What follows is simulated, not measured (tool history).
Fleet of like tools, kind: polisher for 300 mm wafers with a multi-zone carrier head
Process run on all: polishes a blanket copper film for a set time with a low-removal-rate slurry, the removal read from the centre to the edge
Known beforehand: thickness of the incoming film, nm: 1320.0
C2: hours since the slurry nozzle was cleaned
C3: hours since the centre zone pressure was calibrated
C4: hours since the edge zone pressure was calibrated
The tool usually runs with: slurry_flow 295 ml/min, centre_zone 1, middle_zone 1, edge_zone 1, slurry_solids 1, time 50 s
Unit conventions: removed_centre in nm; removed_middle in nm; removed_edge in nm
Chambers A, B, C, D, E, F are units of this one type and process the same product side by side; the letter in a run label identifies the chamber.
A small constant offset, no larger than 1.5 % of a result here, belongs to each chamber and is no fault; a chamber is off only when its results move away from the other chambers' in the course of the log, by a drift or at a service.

Run 1E, hour 7: usual settings; wafers polished on this pad 788; C2 299; C3 700.3; C4 872.9. Result: removed_centre 158.38 nm, removed_middle 156.61 nm, removed_edge 156.77 nm.
At hour 18.1: chamber A: worn pad replaced by a new one.
Run 2C, hour 20.1: usual settings; wafers polished on this pad 986; C2 379.4; C3 656; C4 72.2. Result: removed_centre 152.03 nm, removed_middle 149.99 nm, removed_edge 155.83 nm.
Run 3F, hour 30.9: usual settings; wafers polished on this pad 539; C2 261.6; C3 110.9; C4 739. Result: removed_centre 152.18 nm, removed_middle 154.01 nm, removed_edge 156.83 nm.
Run 4A, hour 36.9: usual settings; wafers polished on this pad 157; C2 104.1; C3 171.4; C4 492.5. Result: removed_centre 152.92 nm, removed_middle 156.4 nm, removed_edge 154.15 nm.
At hour 37.2: chamber E: worn pad replaced by a new one.
Run 5B, hour 42.6: usual settings; wafers polished on this pad 571; C2 75.6; C3 191.1; C4 260.7. Result: removed_centre 155.91 nm, removed_middle 153.3 nm, removed_edge 153.65 nm.
At hour 45.8: chamber F: worn pad replaced by a new one.
Run 6D, hour 52.1: usual settings; wafers polished on this pad 1015; C2 229.5; C3 422.7; C4 453. Result: removed_centre 156.44 nm, removed_middle 155.94 nm, removed_edge 154.97 nm.
At hour 57.3: chamber C: worn pad replaced by a new one.
At hour 59: chamber E: centre zone pressure recalibrated.
Run 7B, hour 60.6: usual settings but slurry_flow 330 ml/min, time 56 s; wafers polished on this pad 721; C2 93.6; C3 209.1; C4 278.7. Result: removed_centre 175.25 nm, removed_middle 175.96 nm, removed_edge 174.57 nm.
At hour 61.5: chamber B: worn pad replaced by a new one.
Run 8E, hour 67.1: usual settings but slurry_flow 330 ml/min, time 56 s; wafers polished on this pad 249; C2 359.1; C3 8.2; C4 933. Result: removed_centre 171.47 nm, removed_middle 179.39 nm, removed_edge 175.17 nm.
At hour 69.2: chamber D: worn pad replaced by a new one.
Run 9A, hour 74.7: usual settings but slurry_flow 330 ml/min, time 56 s; wafers polished on this pad 472; C2 141.9; C3 209.2; C4 530.3. Result: removed_centre 175.67 nm, removed_middle 177.06 nm, removed_edge 174.15 nm.
At hour 75.6: chamber F: slurry nozzle cleaned.
At hour 82.5: chamber A: worn pad replaced by a new one.
Run 10F, hour 82.5: usual settings but slurry_flow 330 ml/min, time 56 s; wafers polished on this pad 305; C2 6.9; C3 162.5; C4 790.6. Result: removed_centre 176.27 nm, removed_middle 173.17 nm, removed_edge 176.25 nm.
Run 11D, hour 94.5: usual settings but slurry_flow 330 ml/min, time 56 s; wafers polished on this pad 211; C2 271.9; C3 465.1; C4 495.4. Result: removed_centre 177.23 nm, removed_middle 171.91 nm, removed_edge 174.35 nm.
Run 12C, hour 105.8: usual settings but slurry_flow 330 ml/min, time 56 s; wafers polished on this pad 403; C2 465.1; C3 741.7; C4 157.9. Result: removed_centre 174.97 nm, removed_middle 173.22 nm, removed_edge 174.71 nm.
Run 13A, hour 114.5: usual settings; wafers polished on this pad 266; C2 181.7; C3 249; C4 570.1. Result: removed_centre 156.27 nm, removed_middle 155.47 nm, removed_edge 154.4 nm.
At hour 119.8: chamber F: worn pad replaced by a new one.
Run 14F, hour 120.7: usual settings; wafers polished on this pad 8; C2 45.1; C3 200.7; C4 828.8. Result: removed_centre 156.33 nm, removed_middle 155.11 nm, removed_edge 155.98 nm.
At hour 130.1: chamber F: edge zone pressure recalibrated.
Run 15B, hour 132.5: usual settings; wafers polished on this pad 591; C2 165.5; C3 281; C4 350.6. Result: removed_centre 157.8 nm, removed_middle 153.69 nm, removed_edge 155.56 nm.
Run 16D, hour 140.1: usual settings but slurry_flow 255 ml/min, slurry_solids 0.9; wafers polished on this pad 591; C2 317.5; C3 510.7; C4 541. Result: removed_centre 149.44 nm, removed_middle 148.06 nm, removed_edge 149.67 nm.
At hour 144.1: chamber B: worn pad replaced by a new one.
At hour 149.2: chamber A: worn pad replaced by a new one.
Run 17E, hour 150.9: usual settings but slurry_flow 255 ml/min, slurry_solids 0.9; wafers polished on this pad 946; C2 442.9; C3 92; C4 1016.8. Result: removed_centre 147.21 nm, removed_middle 149.26 nm, removed_edge 150.52 nm.
At hour 153.4: chamber E: worn pad replaced by a new one.
Run 18C, hour 159.9: usual settings but slurry_flow 255 ml/min, slurry_solids 0.9; wafers polished on this pad 854; C2 519.2; C3 795.8; C4 212. Result: removed_centre 148.97 nm, removed_middle 146.97 nm, removed_edge 148.38 nm.
Run 19F, hour 166.5: usual settings but slurry_flow 255 ml/min, slurry_solids 0.9; wafers polished on this pad 389; C2 90.9; C3 246.5; C4 36.4. Result: removed_centre 150.13 nm, removed_middle 144.98 nm, removed_edge 151.35 nm.
Run 20B, hour 174.7: usual settings but slurry_flow 255 ml/min, slurry_solids 0.9; wafers polished on this pad 255; C2 207.7; C3 323.2; C4 392.8. Result: removed_centre 149.46 nm, removed_middle 147 nm, removed_edge 149.41 nm.
Run 21D, hour 182.7: usual settings but slurry_flow 255 ml/min, slurry_solids 0.9; wafers polished on this pad 945; C2 360.1; C3 553.3; C4 583.6. Result: removed_centre 148.74 nm, removed_middle 148.13 nm, removed_edge 151.57 nm.
At hour 182.8: chamber E: slurry nozzle cleaned.
At hour 184.8: chamber F: worn pad replaced by a new one.
At hour 190.5: chamber D: worn pad replaced by a new one.
Run 22E, hour 193.5: usual settings but middle_zone 1.11, slurry_solids 1.25; wafers polished on this pad 334; C2 10.8; C3 134.6; C4 1059.4. Result: removed_centre 163.39 nm, removed_middle 178.28 nm, removed_edge 162.72 nm.
Run 23C, hour 205.4: usual settings but middle_zone 1.11, slurry_solids 1.25; wafers polished on this pad 1233; C2 564.7; C3 841.3; C4 257.5. Result: removed_centre 160.44 nm, removed_middle 178.23 nm, removed_edge 162.09 nm.
At hour 211.9: chamber A: worn pad replaced by a new one.
Run 24A, hour 217.7: usual settings but middle_zone 1.11, slurry_solids 1.25; wafers polished on this pad 48; C2 284.9; C3 352.2; C4 673.3. Result: removed_centre 158.18 nm, removed_middle 180.63 nm, removed_edge 161.94 nm.
At hour 219.7: chamber C: worn pad replaced by a new one.
Run 25B, hour 227.9: usual settings but middle_zone 1.11, slurry_solids 1.25; wafers polished on this pad 698; C2 260.9; C3 376.4; C4 446. Result: removed_centre 164.31 nm, removed_middle 176.76 nm, removed_edge 160.17 nm.
At hour 234.8: chamber E: edge zone pressure recalibrated.
Run 26D, hour 236.6: usual settings but middle_zone 1.11, slurry_solids 1.25; wafers polished on this pad 384; C2 414; C3 607.2; C4 637.5. Result: removed_centre 162.99 nm, removed_middle 176.6 nm, removed_edge 163.82 nm.
At hour 242.1: chamber B: worn pad replaced by a new one.
Run 27F, hour 245.6: usual settings but middle_zone 1.11, slurry_solids 1.25; wafers polished on this pad 506; C2 170; C3 325.6; C4 115.5. Result: removed_centre 165.51 nm, removed_middle 175.69 nm, removed_edge 164.1 nm.
Run 28C, hour 253.8: usual settings; wafers polished on this pad 284; C2 613.1; C3 889.7; C4 305.9. Result: removed_centre 157.2 nm, removed_middle 152.93 nm, removed_edge 155.61 nm.
Run 29A, hour 266.9: usual settings; wafers polished on this pad 458; C2 334.1; C3 401.4; C4 722.5. Result: removed_centre 155.26 nm, removed_middle 155.65 nm, removed_edge 153.73 nm.
At hour 268.4: chamber F: worn pad replaced by a new one.
At hour 277.5: chamber A: worn pad replaced by a new one.
Run 30E, hour 279.1: usual settings; wafers polished on this pad 1046; C2 96.4; C3 220.2; C4 44.4. Result: removed_centre 154.61 nm, removed_middle 156.24 nm, removed_edge 156.31 nm.
At hour 281.1: chamber B: centre zone pressure recalibrated.
Run 31F, hour 287.5: usual settings; wafers polished on this pad 159; C2 211.9; C3 367.5; C4 157.4. Result: removed_centre 155.56 nm, removed_middle 154.13 nm, removed_edge 156.46 nm.
At hour 290: chamber E: worn pad replaced by a new one.
Run 32E, hour 298.4: usual settings; wafers polished on this pad 70; C2 115.7; C3 239.5; C4 63.7. Result: removed_centre 156.18 nm, removed_middle 155.08 nm, removed_edge 157.1 nm.
Run 33D, hour 304.7: usual settings but edge_zone 1.07; wafers polished on this pad 951; C2 482.1; C3 675.3; C4 705.6. Result: removed_centre 156.26 nm, removed_middle 154.07 nm, removed_edge 161.67 nm.
Run 34B, hour 310.6: usual settings but edge_zone 1.07; wafers polished on this pad 570; C2 343.6; C3 29.6; C4 528.7. Result: removed_centre 155.66 nm, removed_middle 151.94 nm, removed_edge 159.02 nm.
Run 35A, hour 323.6: usual settings but edge_zone 1.07; wafers polished on this pad 384; C2 390.8; C3 458.1; C4 779.2. Result: removed_centre 153.58 nm, removed_middle 154.12 nm, removed_edge 160.39 nm.
At hour 330: chamber C: slurry nozzle cleaned.
Run 36C, hour 330.4: usual settings but edge_zone 1.07; wafers polished on this pad 922; C2 0.5; C3 966.3; C4 382.5. Result: removed_centre 156.74 nm, removed_middle 153.6 nm, removed_edge 161.74 nm.

Does one chamber stand apart from the rest, does the shared gauge drift, or is all well apart from small per-chamber offsets? Give the chamber and the most likely cause, where there is one.

All chambers stay in line apart from their small fixed offsets, and the gauge does not drift.
